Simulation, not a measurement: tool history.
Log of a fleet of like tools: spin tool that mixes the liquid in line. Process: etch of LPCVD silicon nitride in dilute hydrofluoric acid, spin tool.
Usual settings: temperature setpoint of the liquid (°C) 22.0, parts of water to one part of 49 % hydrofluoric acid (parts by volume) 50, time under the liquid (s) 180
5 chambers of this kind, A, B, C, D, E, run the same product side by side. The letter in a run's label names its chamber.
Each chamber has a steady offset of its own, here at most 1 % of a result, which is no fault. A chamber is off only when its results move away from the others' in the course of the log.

run	hour	temperature setpoint of the liquid (°C)	parts of water to one part of 49 % hydrofluoric acid (parts by volume)	time under the liquid (s)	hours since the thermometer was replaced	hours since the hydrofluoric acid flow meter was replaced	read-back film thickness of the LPCVD silicon nitride reference wafer, read on the same gauge (nm)	thickness taken off the LPCVD silicon nitride on a monitor wafer (angstrom)
1C	7.6	22.0	50	180	951.2	633.7	140.00	13.195
2D	21.3	22.0	50	180	2539.7	75.6	139.98	14.060
3E	33.3	22.0	50	180	776.1	347.4	139.99	12.840
4A	46.3	22.0	50	180	229.2	756.5	140.01	13.874
5B	60.7	22.0	50	180	306.8	1447.7	140.00	13.583
6A	73.6	22.0	50	180	256.5	783.8	140.01	13.553
7C	81.1	22.0	50	180	1024.7	707.2	139.99	14.275
8D	89.4	22.0	50	180	2607.8	143.7	140.00	13.623
9B	99.8	22.0	50	180	345.9	1486.8	139.99	12.919
10E	113.3	22.0	50	180	856.1	427.4	139.99	12.752
11D	127.6	22.0	50	180	2646.0	181.9	140.00	13.852
12C	137.9	22.0	50	180	1081.5	764.0	140.01	13.901
13B	145.5	22.0	50	180	391.6	1532.5	140.00	13.306
14E	155.5	22.0	50	180	898.3	469.6	140.01	13.781
# hour 162.4: chamber D: thermometer replaced
15A	169.7	22.0	50	180	352.6	879.9	140.00	14.210
16B	178.6	22.0	50	180	424.7	1565.6	140.00	12.821
17A	187.1	22.0	50	180	370.0	897.3	140.01	14.111
18D	198.0	22.0	50	180	35.7	252.3	140.02	13.455
19E	209.6	22.0	50	180	952.4	523.7	140.01	13.022
20C	219.0	22.0	50	180	1162.6	845.1	140.01	13.672
21E	229.5	22.0	50	180	972.3	543.6	140.01	13.572
22D	241.6	22.0	50	180	79.3	295.9	140.02	13.531
23B	252.7	22.0	35	245	498.8	1639.7	140.00	27.495
24C	264.8	22.0	35	245	1208.4	890.9	140.00	25.310
# hour 274.4: chamber C: thermometer replaced
25A	274.8	22.0	35	245	457.7	985.0	140.00	25.897
26E	285.2	22.0	35	245	1028.0	599.3	140.01	26.278
27C	298.4	22.0	35	245	24.0	924.5	140.01	27.662
28B	311.8	22.0	50	180	557.9	1698.8	140.02	14.378
29D	324.4	22.0	50	180	162.1	378.7	139.99	13.798
30A	334.1	22.0	50	180	517.0	1044.3	140.00	13.771
31A	347.4	22.0	50	270	530.3	1057.6	140.00	19.854
32C	357.5	22.0	50	270	83.1	983.6	139.99	20.715
33D	367.1	22.0	50	270	204.8	421.4	140.02	20.628
34B	380.6	22.0	50	270	626.7	1767.6	139.99	22.737
35E	395.7	22.0	50	270	1138.5	709.8	139.97	19.924
36E	410.0	26.5	40	180	1152.8	724.1	140.01	22.979
37B	423.1	26.5	40	180	669.2	1810.1	140.00	25.267
38D	438.3	26.5	40	180	276.0	492.6	139.98	22.330
39A	453.0	26.5	40	180	635.9	1163.2	139.99	22.852
40C	467.1	26.5	40	180	192.7	1093.2	140.00	22.323
41D	475.9	22.0	50	180	313.6	530.2	139.99	14.196

All 5 chambers run these settings next. Forecast each chamber's results:
42A	486.8	22.0	50	180				?
42B	486.8	22.0	50	180				?
42C	486.8	22.0	50	180				?
42D	486.8	22.0	50	180				?
42E	486.8	22.0	50	180				?

run	thickness taken off the LPCVD silicon nitride on a monitor wafer (angstrom)
42A	13.545
42B	16.113
42C	13.510
42D	13.345
42E	13.364
